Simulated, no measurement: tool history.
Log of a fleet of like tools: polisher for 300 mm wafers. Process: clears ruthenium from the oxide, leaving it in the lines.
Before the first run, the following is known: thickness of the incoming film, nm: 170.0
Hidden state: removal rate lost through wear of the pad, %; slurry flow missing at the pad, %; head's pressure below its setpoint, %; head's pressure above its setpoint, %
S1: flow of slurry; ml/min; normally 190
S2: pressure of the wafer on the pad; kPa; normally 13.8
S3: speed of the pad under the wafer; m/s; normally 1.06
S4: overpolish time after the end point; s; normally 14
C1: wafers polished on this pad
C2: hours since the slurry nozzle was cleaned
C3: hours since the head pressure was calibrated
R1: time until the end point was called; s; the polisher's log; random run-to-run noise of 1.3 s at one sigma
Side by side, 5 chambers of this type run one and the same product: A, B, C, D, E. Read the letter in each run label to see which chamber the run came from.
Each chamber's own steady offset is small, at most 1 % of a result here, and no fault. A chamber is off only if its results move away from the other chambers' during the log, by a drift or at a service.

run   hour   S1    S2    S3  S4    C1     C2     C3      R1
 1A    6.4  190  13.8  1.06  14   775  193.7  268.9  148.37
 2D   16.1  190  13.8  1.06  14   722  168.7   37.2  145.83
 3B   22.3  190  13.8  1.06  14   704  502.6   86.8  144.60
      28.7  -- chamber E: worn pad replaced by a new one
 4C   29.9  190  13.8  1.06  14   840  145.2  547.1  144.73
 5E   38.6  190  13.8  1.06  14    84  505.6   40.7  145.20
 6E   45.9  190  13.8  1.06  14   146  512.9   48.0  145.88
      51.3  -- chamber C: worn pad replaced by a new one
 7A   58.1  190  13.8  1.06  14  1214  245.4  320.6  148.34
 8C   65.3  190  13.8  1.06  14   119  180.6  582.5  147.81
      66.5  -- chamber B: slurry nozzle cleaned
      71.3  -- chamber D: worn pad replaced by a new one
 9B   76.1  190  13.8  1.06  14  1162    9.6  140.6  145.30
      78.5  -- chamber A: worn pad replaced by a new one
10D   86.6  190  13.8  1.06  14   130  239.2  107.7  144.95
      94.0  -- chamber A: slurry nozzle cleaned
11D   97.4  190  13.8  1.06  14   222  250.0  118.5  144.61
12E  110.9  190  13.8  1.06  14   699  577.9  113.0  146.19
13A  122.5  190  13.8  1.06  14   374   28.6  385.0  146.49
14C  134.8  190  17.2  1.06  14   710  250.1  652.0  115.76
15B  146.6  190  17.2  1.06  14  1761   80.1  211.1  118.55
16B  157.4  190  17.2  1.06  14  1853   90.9  221.9  118.85
17A  168.8  190  17.2  1.06  14   768   74.9  431.3  116.83
     170.6  -- chamber E: worn pad replaced by a new one
     171.2  -- chamber C: worn pad replaced by a new one
18E  176.9  190  17.2  1.06  14    53  643.9  179.0  116.75
19C  190.2  190  13.8  1.06  14   161  305.5  707.4  145.27
20D  198.2  190  13.8  1.06  14  1079  350.8  219.3  144.98
21D  207.9  190  13.8  1.42  14  1162  360.5  229.0  109.31
     211.5  -- chamber D: worn pad replaced by a new one
22B  218.4  190  13.8  1.42  14  2372  151.9  282.9  115.21
23E  227.0  190  13.8  1.42  14   479  694.0  229.1  108.39
     230.7  -- chamber A: worn pad replaced by a new one
24A  236.5  190  13.8  1.42  14    49  142.6  499.0  110.83
25C  247.4  190  13.8  1.42  14   648  362.7  764.6  108.03
26D  257.2  190  13.8  1.06  14   388  409.8  278.3  143.28
27E  265.1  130  13.8  1.06   9   803  732.1  267.2  155.50
28A  271.0  130  13.8  1.06   9   342  177.1  533.5  153.32
29C  277.4  130  13.8  1.06   9   903  392.7  794.6  154.92
30B  284.5  130  13.8  1.06   9  2934  218.0  349.0  171.47
     289.9  -- chamber C: worn pad replaced by a new one
31C  291.4  130  13.8  1.06   9    13  406.7  808.6  156.20
     296.7  -- chamber D: slurry nozzle cleaned
32D  300.8  190  13.8  1.06  14   759    4.2  321.9  143.76

The same settings go to every chamber for the next run, one line per chamber below. Forecast the results for each:
33A  310.6  190  13.8  1.06  14               ?
33B  310.6  190  13.8  1.06  14               ?
33C  310.6  190  13.8  1.06  14               ?
33D  310.6  190  13.8  1.06  14               ?
33E  310.6  190  13.8  1.06  14               ?

run      R1
33A  145.65
33B  161.81
33C  143.91
33D  145.91
33E  147.50
